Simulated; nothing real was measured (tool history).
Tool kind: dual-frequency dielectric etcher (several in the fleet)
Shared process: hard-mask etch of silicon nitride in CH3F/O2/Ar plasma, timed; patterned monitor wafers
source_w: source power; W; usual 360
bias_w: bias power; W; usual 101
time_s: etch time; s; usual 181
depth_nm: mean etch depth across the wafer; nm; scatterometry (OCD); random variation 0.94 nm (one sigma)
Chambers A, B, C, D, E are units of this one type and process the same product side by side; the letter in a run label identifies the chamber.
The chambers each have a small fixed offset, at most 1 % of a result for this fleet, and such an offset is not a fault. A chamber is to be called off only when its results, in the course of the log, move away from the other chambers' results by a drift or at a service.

run	day	source_w	bias_w	time_s	read-back reference wafer on the same gauge, depth_nm	depth_nm
1E	0.454	360	101	181	165.27	137.43
2A	0.792	360	101	181	164.87	138.9
3B	1.071	360	101	181	165.27	138.43
4C	1.471	360	101	181	164.76	138.23
5D	1.796	360	101	181	165.31	137.55
6C	2.121	360	101	181	165.06	137.83
7D	2.492	320	101	181	165.13	132.46
8A	2.854	320	101	181	165.02	131.46
9B	3.133	320	101	181	165.04	131.58
10E	3.608	320	101	181	164.8	132
11E	3.975	320	101	181	164.96	132.21
12C	4.492	360	101	181	164.9	140.17
13D	5.021	360	101	181	165.03	135.96
14B	5.567	360	101	181	164.98	139.3
# day 5.896: chamber C: wet clean of the chamber
15A	6.075	360	101	181	164.99	140.28
16A	6.542	360	101	138.5	164.96	105.99
17C	6.792	360	101	138.5	164.91	106.19
18E	7.133	360	101	138.5	164.89	104.54
# day 7.312: chamber D: wet clean of the chamber
19B	7.533	360	101	138.5	165.22	105.29
20D	7.788	360	101	138.5	165.02	105.82
21B	8.108	360	101	181	164.69	137.55
22A	8.4	360	101	181	165.09	137.34
23E	8.679	360	101	181	164.95	137.75
24C	8.967	360	101	181	164.92	139.34
# day 9.142: chamber B: wet clean of the chamber
25D	9.317	360	101	181	165.17	137.8
# day 9.338: chamber A: wet clean of the chamber
26A	9.712	290	101	181	164.98	128.64
27E	10.104	290	101	181	164.95	126.92
28D	10.542	290	101	181	164.93	127.58
29B	10.821	290	101	181	164.88	127.7
30C	11.267	290	101	181	165.02	128.8
31C	11.667	360	101	181	165.02	137.33
32D	11.946	360	101	181	164.95	138.38
33B	12.275	360	101	181	165.21	137.35
34E	12.579	360	101	181	165.13	136.4
35A	13.079	360	101	181	164.8	138.43
36D	13.346	360	101	129.5	164.91	98.434
37B	13.608	360	101	129.5	164.92	97.964
38A	14.075	360	101	129.5	165.03	99.568
39E	14.608	360	101	129.5	164.87	98.632
40C	14.858	360	101	129.5	164.91	97.808
41D	15.229	360	101	181	165.08	137.59
42B	15.525	390	101	154	164.81	121.15
43E	15.792	390	101	154	164.84	120.97
44A	16.296	390	101	154	164.67	121.36

Is one chamber off against the others, does the gauge drift, or is nothing wrong? If a chamber is off, say which, and what the likeliest cause is.

Beyond each chamber's small constant offset nothing stands out, and the gauge stays steady.

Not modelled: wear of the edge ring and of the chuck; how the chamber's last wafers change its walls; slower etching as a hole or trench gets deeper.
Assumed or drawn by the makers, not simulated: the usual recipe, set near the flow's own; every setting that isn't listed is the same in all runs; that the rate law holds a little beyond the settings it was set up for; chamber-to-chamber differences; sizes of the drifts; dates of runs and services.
